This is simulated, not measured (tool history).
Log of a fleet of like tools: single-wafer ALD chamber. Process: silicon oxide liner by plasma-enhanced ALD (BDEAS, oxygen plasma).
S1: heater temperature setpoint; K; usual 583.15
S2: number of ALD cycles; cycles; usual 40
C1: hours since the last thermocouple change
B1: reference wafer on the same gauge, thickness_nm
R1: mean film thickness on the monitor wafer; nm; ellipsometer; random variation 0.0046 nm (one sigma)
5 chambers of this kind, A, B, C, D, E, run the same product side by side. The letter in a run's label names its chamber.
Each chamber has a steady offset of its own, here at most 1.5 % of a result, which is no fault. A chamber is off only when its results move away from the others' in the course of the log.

run   hour      S1  S2      C1      B1      R1
 1A    4.2  583.15  40  1328.9    3.46  3.6741
 2D    8.7  583.15  40  1865.9  3.4595  3.6703
 3C   12.1  583.15  40    2615  3.4586  3.6587
 4B   16.2  583.15  40  1157.2  3.4588  3.7094
 5E   19.1  583.15  40  2249.1   3.458  3.6899
 6D   21.5  583.15  40  1878.7  3.4579   3.664
 7E     26  583.15  40    2256  3.4578   3.697
 8B   30.5  583.15  40  1171.5  3.4572  3.7061
 9A     35  583.15  40  1359.7  3.4569  3.6618
10C   39.1  573.15  47    2642  3.4553  4.3443
11E   44.2  573.15  47  2274.2  3.4544  4.3884
12D   49.3  573.15  47  1906.5  3.4545  4.3654
      49.9  -- chamber C: thermocouple changed; heater temperature recalibrated
13A   52.2  573.15  47  1376.9  3.4557  4.3635
14B   56.7  573.15  47  1197.7  3.4548  4.4169
15C   59.1  569.15  40     9.2  3.4546  3.7582
16B   63.4  569.15  40  1204.4  3.4531  3.8056
17E   68.1  569.15  40  2298.1  3.4541  3.8005
18D   72.5  569.15  40  1929.7  3.4531  3.7629
19C   76.5  569.15  40    26.6  3.4514  3.7523
20A   81.5  583.15  40  1406.2  3.4525  3.6625
21A   85.6  583.15  40  1410.3  3.4513  3.6625
22B   90.5  583.15  40  1231.5  3.4507  3.7029
23D   95.5  583.15  40  1952.7  3.4511  3.6599
24E   99.4  583.15  40  2329.4  3.4512   3.678
25C  102.1  592.15  40    52.2  3.4492  3.6025
26A    105  592.15  40  1429.7  3.4499  3.6156
27B  107.5  592.15  40  1248.5  3.4484  3.6547
28E  112.2  592.15  40  2342.2  3.4483  3.6317
29C  115.7  592.15  40    65.8  3.4486  3.5945
30D  120.7  583.15  40  1977.9  3.4471  3.6597
31A  123.1  583.15  40  1447.8  3.4473  3.6553
32E  127.3  583.15  40  2357.3  3.4477  3.6806
33C    130  596.15  43    80.1  3.4467  3.8401
34B    134  596.15  43    1275  3.4456  3.8978
35D  138.6  596.15  43  1995.8  3.4456  3.8503
36C  142.8  596.15  43    92.9  3.4452  3.8468
37E  147.4  596.15  43  2377.4  3.4452  3.8771
38D  151.4  583.15  40  2008.6  3.4441  3.6609
39A  154.3  583.15  40    1479  3.4442  3.6559
40B  157.3  583.15  40  1298.3  3.4434  3.6922
41B  161.4  583.15  40  1302.4  3.4442   3.699
42C  166.1  593.15  33   116.2   3.444  2.9564
43D  168.3  593.15  33  2025.5  3.4436  2.9718
44A  172.2  593.15  33  1496.9   3.443  2.9713

All 5 chambers run these settings next. Forecast each chamber's results:
45A  175.9  583.15  40           ?
45B  175.9  583.15  40           ?
45C  175.9  583.15  40           ?
45D  175.9  583.15  40           ?
45E  175.9  583.15  40           ?

run      R1
45A   3.661
45B  3.6918
45C  3.6376
45D  3.6508
45E  3.6769

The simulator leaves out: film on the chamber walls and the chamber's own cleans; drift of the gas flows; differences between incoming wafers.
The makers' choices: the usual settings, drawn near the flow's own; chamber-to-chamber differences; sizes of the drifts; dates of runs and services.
